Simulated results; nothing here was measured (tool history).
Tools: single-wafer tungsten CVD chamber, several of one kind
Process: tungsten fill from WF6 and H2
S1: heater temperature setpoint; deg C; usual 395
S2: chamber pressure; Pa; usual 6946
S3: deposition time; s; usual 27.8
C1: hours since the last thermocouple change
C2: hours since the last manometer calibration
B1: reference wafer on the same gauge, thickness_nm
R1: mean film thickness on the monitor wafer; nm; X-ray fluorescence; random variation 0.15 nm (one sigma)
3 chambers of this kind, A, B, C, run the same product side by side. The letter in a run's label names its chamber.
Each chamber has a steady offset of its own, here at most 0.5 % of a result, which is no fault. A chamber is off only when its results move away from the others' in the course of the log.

run   hour   S1    S2    S3      C1      C2      B1      R1
 1C    8.3  395  6946  27.8  1900.7   887.7  86.817  95.119
 2B   16.1  395  6946  27.8  1841.5   644.6  86.787  94.897
 3A   29.5  395  6946  27.8   811.2  1191.9  86.851  94.552
 4C   38.5  395  6946  27.8  1930.9   917.9  86.905  95.327
 5A   53.4  395  6946  27.8   835.1  1215.8  86.864   94.63
 6B   65.7  395  6946  27.8  1891.1   694.2  86.895  95.106
 7C   77.5  395  6946  27.8  1969.9   956.9  86.916  95.457
 8B   93.3  395  6439  27.8  1918.7   721.8  86.962   91.76
 9A  103.6  395  6439  27.8   885.3    1266  86.995  91.901
10A  118.7  395  6439  27.8   900.4  1281.1  86.993  91.834
11B  134.1  395  6946  27.8  1959.5   762.6  87.056  94.912
12C  149.3  395  6946  27.8  2041.7  1028.7  87.088  95.742
13A  165.6  395  6946  27.8   947.3    1328  87.127  95.235
14B    174  395  8533  26.1  1999.4   802.5  87.099  98.261
15C  183.2  395  8533  26.1  2075.6  1062.6  87.137  98.168
16A  198.7  395  8533  26.1   980.4  1361.1  87.182  97.707
17B  205.9  395  6946  27.8  2031.3   834.4  87.187  95.051
     216.2  -- chamber C: capacitance manometer re-zeroed and calibrated
18C  221.5  395  6946  27.8  2113.9     5.4  87.215  95.636
19B  237.8  395  6946  27.8  2063.2   866.3  87.207  95.291
20A  248.6  395  6946  27.8  1030.3    1411  87.241  95.263
21C  257.6  395  6946  27.8    2150    41.5  87.255  95.862
     260.6  -- chamber A: thermocouple changed; heater temperature recalibrated
22B  270.9  395  6946  27.8  2096.3   899.4  87.302  95.308
23A  279.1  395  6946  27.8    18.5  1441.5  87.289  94.969
24C  290.1  395  6946  27.8  2182.5      74  87.327  95.473

All 3 chambers run these settings next. Forecast each chamber's results:
25A  301.7  395  6946  27.8               ?
25B  301.7  395  6946  27.8               ?
25C  301.7  395  6946  27.8               ?

run      R1
25A  95.123
25B   95.48
25C  95.924

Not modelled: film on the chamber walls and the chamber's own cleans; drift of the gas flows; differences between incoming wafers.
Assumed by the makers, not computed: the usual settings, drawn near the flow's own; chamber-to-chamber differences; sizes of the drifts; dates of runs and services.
